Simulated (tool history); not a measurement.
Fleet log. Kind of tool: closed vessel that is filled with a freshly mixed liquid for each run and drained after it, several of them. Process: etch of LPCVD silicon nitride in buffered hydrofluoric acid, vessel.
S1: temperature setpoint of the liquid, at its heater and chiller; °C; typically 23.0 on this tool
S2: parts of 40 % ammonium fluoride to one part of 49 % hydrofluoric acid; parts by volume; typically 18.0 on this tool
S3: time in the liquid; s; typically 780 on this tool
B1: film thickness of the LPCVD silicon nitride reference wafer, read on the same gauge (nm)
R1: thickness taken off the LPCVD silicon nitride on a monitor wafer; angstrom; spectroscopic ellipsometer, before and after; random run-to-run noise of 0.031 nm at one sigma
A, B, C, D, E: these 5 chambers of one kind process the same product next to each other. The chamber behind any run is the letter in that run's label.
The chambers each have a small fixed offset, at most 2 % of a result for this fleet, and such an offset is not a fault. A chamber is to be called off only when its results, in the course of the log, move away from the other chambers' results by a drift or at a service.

Run 1E, day 0.179: usual settings; B1 129.99. Result: R1 66.111 angstrom.
Run 2A, day 0.342: usual settings; B1 130.02. Result: R1 66.250 angstrom.
Run 3C, day 0.496: usual settings; B1 129.96. Result: R1 67.107 angstrom.
Run 4D, day 0.662: usual settings; B1 130.03. Result: R1 65.829 angstrom.
Run 5B, day 0.817: usual settings; B1 129.98. Result: R1 66.812 angstrom.
Run 6D, day 1.025: usual settings; B1 129.95. Result: R1 65.638 angstrom.
Run 7C, day 1.267: usual settings; B1 129.98. Result: R1 66.913 angstrom.
Run 8A, day 1.488: usual settings but S1 27.0 °C, S2 21.0 parts by volume; B1 129.99. Result: R1 71.831 angstrom.
Run 9B, day 1.642: usual settings but S1 27.0 °C, S2 21.0 parts by volume; B1 129.99. Result: R1 72.193 angstrom.
Run 10E, day 1.875: usual settings but S1 27.0 °C, S2 21.0 parts by volume; B1 130.00. Result: R1 71.523 angstrom.
Run 11A, day 2.046: usual settings but S1 27.0 °C, S2 21.0 parts by volume; B1 129.98. Result: R1 72.387 angstrom.
Run 12C, day 2.154: usual settings but S1 27.0 °C, S2 21.0 parts by volume; B1 130.00. Result: R1 72.498 angstrom.
Run 13B, day 2.308: usual settings but S1 27.5 °C, S2 15.5 parts by volume; B1 130.01. Result: R1 98.775 angstrom.
Run 14D, day 2.500: usual settings but S1 27.5 °C, S2 15.5 parts by volume; B1 129.98. Result: R1 97.247 angstrom.
Run 15E, day 2.658: usual settings but S1 27.5 °C, S2 15.5 parts by volume; B1 129.99. Result: R1 98.143 angstrom.
Run 16D, day 2.896: usual settings but S1 27.5 °C, S2 15.5 parts by volume; B1 129.98. Result: R1 96.741 angstrom.
Run 17E, day 3.117: usual settings but S1 27.5 °C, S2 15.5 parts by volume; B1 130.00. Result: R1 98.029 angstrom.
Run 18A, day 3.275: usual settings; B1 130.01. Result: R1 65.986 angstrom.
Run 19C, day 3.438: usual settings but S1 26.5 °C, S2 14.5 parts by volume; B1 130.03. Result: R1 100.030 angstrom.
Run 20B, day 3.629: usual settings but S1 26.5 °C, S2 14.5 parts by volume; B1 129.99. Result: R1 99.374 angstrom.
Run 21B, day 3.817: usual settings but S1 26.5 °C, S2 14.5 parts by volume; B1 130.02. Result: R1 99.865 angstrom.
Run 22C, day 3.938: usual settings but S1 26.5 °C, S2 14.5 parts by volume; B1 129.96. Result: R1 100.210 angstrom.
Run 23A, day 4.150: usual settings but S1 26.5 °C, S2 14.5 parts by volume; B1 130.00. Result: R1 98.189 angstrom.
Run 24D, day 4.275: usual settings; B1 129.97. Result: R1 65.441 angstrom.
Run 25E, day 4.508: usual settings; B1 130.02. Result: R1 65.919 angstrom.
Run 26D, day 4.725: usual settings; B1 129.98. Result: R1 65.256 angstrom.
Run 27B, day 4.929: usual settings; B1 129.97. Result: R1 67.008 angstrom.
Run 28A, day 5.088: usual settings but S2 23.0 parts by volume, S3 980 s; B1 130.01. Result: R1 67.407 angstrom.
Run 29E, day 5.233: usual settings but S2 23.0 parts by volume, S3 980 s; B1 130.03. Result: R1 67.702 angstrom.
Run 30C, day 5.475: usual settings but S2 23.0 parts by volume, S3 980 s; B1 129.99. Result: R1 69.523 angstrom.
Run 31D, day 5.662: usual settings but S2 23.0 parts by volume, S3 980 s; B1 130.01. Result: R1 67.324 angstrom.
Run 32E, day 5.825: usual settings but S2 23.0 parts by volume, S3 980 s; B1 130.00. Result: R1 67.456 angstrom.
Run 33C, day 6.000: usual settings; B1 129.99. Result: R1 67.758 angstrom.
Run 34B, day 6.104: usual settings but S3 555 s; B1 130.00. Result: R1 47.364 angstrom.
Run 35A, day 6.279: usual settings but S3 555 s; B1 129.96. Result: R1 47.279 angstrom.
Run 36C, day 6.479: usual settings but S3 555 s; B1 130.03. Result: R1 47.618 angstrom.
Run 37D, day 6.688: usual settings but S3 555 s; B1 130.03. Result: R1 46.909 angstrom.
Run 38E, day 6.867: usual settings but S3 555 s; B1 129.99. Result: R1 46.569 angstrom.

All chambers now run identical settings, listed one chamber a line with results as question marks. What results will each chamber show?
Run 39A, day 7.042: usual settings. Result: R1 ?.
Run 39B, day 7.042: usual settings. Result: R1 ?.
Run 39C, day 7.042: usual settings. Result: R1 ?.
Run 39D, day 7.042: usual settings. Result: R1 ?.
Run 39E, day 7.042: usual settings. Result: R1 ?.

run      R1
39A  65.848
39B  66.269
39C  67.178
39D  65.594
39E  66.166

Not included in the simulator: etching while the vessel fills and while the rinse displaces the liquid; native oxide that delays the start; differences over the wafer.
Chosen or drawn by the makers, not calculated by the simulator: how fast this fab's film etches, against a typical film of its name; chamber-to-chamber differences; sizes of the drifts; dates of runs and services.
